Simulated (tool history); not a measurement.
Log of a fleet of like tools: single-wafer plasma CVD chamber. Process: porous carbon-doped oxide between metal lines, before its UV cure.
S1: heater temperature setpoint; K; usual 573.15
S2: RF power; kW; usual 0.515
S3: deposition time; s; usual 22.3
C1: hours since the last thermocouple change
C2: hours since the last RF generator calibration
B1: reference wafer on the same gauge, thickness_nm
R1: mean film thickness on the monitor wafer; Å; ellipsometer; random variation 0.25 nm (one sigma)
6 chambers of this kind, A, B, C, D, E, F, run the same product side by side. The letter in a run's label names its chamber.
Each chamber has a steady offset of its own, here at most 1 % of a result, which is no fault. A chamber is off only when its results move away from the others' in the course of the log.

run	hour	S1	S2	S3	C1	C2	B1	R1
# hour 0.5: chamber A: thermocouple changed; heater temperature recalibrated
1D	9.7	573.15	0.515	22.3	74.7	318.5	128.91	1245.2
2A	17.0	573.15	0.515	22.3	16.5	467.8	129.00	1244.6
3C	27.6	573.15	0.515	22.3	648.6	347.2	129.01	1250.3
4E	36.8	573.15	0.515	22.3	1189.5	1642.4	128.98	1237.8
5B	47.0	573.15	0.515	22.3	2278.9	581.5	128.98	1229.5
6F	52.5	573.15	0.515	20.5	260.6	887.9	128.99	1145.6
7B	58.3	573.15	0.515	20.5	2290.2	592.8	128.96	1130.8
8D	70.0	573.15	0.515	20.5	135.0	378.8	128.96	1147.5
9E	75.4	573.15	0.515	20.5	1228.1	1681.0	128.95	1142.1
10A	85.7	573.15	0.515	20.5	85.2	536.5	129.00	1149.1
11C	97.6	573.15	0.515	20.5	718.6	417.2	129.00	1155.4
12F	107.5	573.15	0.515	22.3	315.6	942.9	129.05	1240.4
13E	114.5	573.15	0.515	22.3	1267.2	1720.1	129.08	1237.8
14F	120.6	573.15	0.515	22.3	328.7	956.0	129.02	1241.6
15B	128.4	573.15	0.515	22.3	2360.3	662.9	128.99	1226.6
16A	140.8	573.15	0.515	22.3	140.3	591.6	129.02	1246.4
17D	147.0	573.15	0.515	22.3	212.0	455.8	129.03	1238.8
# hour 153.3: chamber E: thermocouple changed; heater temperature recalibrated
18C	155.9	573.15	0.515	22.3	776.9	475.5	129.00	1249.9
19E	167.2	573.15	0.515	22.3	14.0	1772.8	128.97	1265.4
20A	178.1	573.15	0.515	22.3	177.6	628.9	128.94	1243.6
21C	190.3	573.15	0.515	22.3	811.3	509.9	129.01	1256.3
22D	200.0	573.15	0.515	22.3	265.0	508.8	129.03	1243.0
23B	206.8	573.15	0.515	22.3	2438.7	741.3	129.02	1232.1
24F	216.7	573.15	0.560	23.7	424.8	1052.1	128.99	1393.1
25F	229.1	573.15	0.560	23.7	437.2	1064.5	128.98	1393.3
26E	239.6	573.15	0.560	23.7	86.4	1845.2	128.90	1413.6
27B	250.7	573.15	0.560	23.7	2482.6	785.2	129.06	1380.2
28C	258.4	573.15	0.560	23.7	879.4	578.0	129.03	1402.3
# hour 265.8: chamber B: thermocouple changed; heater temperature recalibrated
29D	266.0	573.15	0.560	23.7	331.0	574.8	128.97	1385.2
30A	273.1	573.15	0.515	22.3	272.6	723.9	129.03	1242.3
31B	285.2	573.15	0.515	22.3	19.5	819.7	128.96	1228.2
32F	292.7	573.15	0.515	22.3	500.8	1128.1	129.03	1241.9
33A	302.9	573.15	0.515	22.3	302.4	753.7	128.92	1240.9
34E	314.6	573.15	0.515	22.3	161.4	1920.2	129.03	1269.0
35D	321.9	573.15	0.515	22.3	386.9	630.7	128.96	1241.8
36C	332.3	573.15	0.515	22.3	953.3	651.9	129.01	1251.1
37A	343.8	573.15	0.515	22.3	343.3	794.6	129.00	1238.8
38B	353.1	573.15	0.515	22.3	87.4	887.6	129.00	1226.5
39E	360.8	573.15	0.515	22.3	207.6	1966.4	129.01	1262.6
40D	370.7	573.15	0.515	22.3	435.7	679.5	129.00	1240.2
41C	377.1	573.15	0.515	22.3	998.1	696.7	128.98	1250.4
42F	383.4	573.15	0.515	22.3	591.5	1218.8	129.05	1240.0

Next, every chamber runs the same settings. What will each give?
43A	392.4	579.15	0.515	22.3				?
43B	392.4	579.15	0.515	22.3				?
43C	392.4	579.15	0.515	22.3				?
43D	392.4	579.15	0.515	22.3				?
43E	392.4	579.15	0.515	22.3				?
43F	392.4	579.15	0.515	22.3				?

run	R1
43A	1201.6
43B	1190.6
43C	1210.8
43D	1199.8
43E	1226.4
43F	1198.7

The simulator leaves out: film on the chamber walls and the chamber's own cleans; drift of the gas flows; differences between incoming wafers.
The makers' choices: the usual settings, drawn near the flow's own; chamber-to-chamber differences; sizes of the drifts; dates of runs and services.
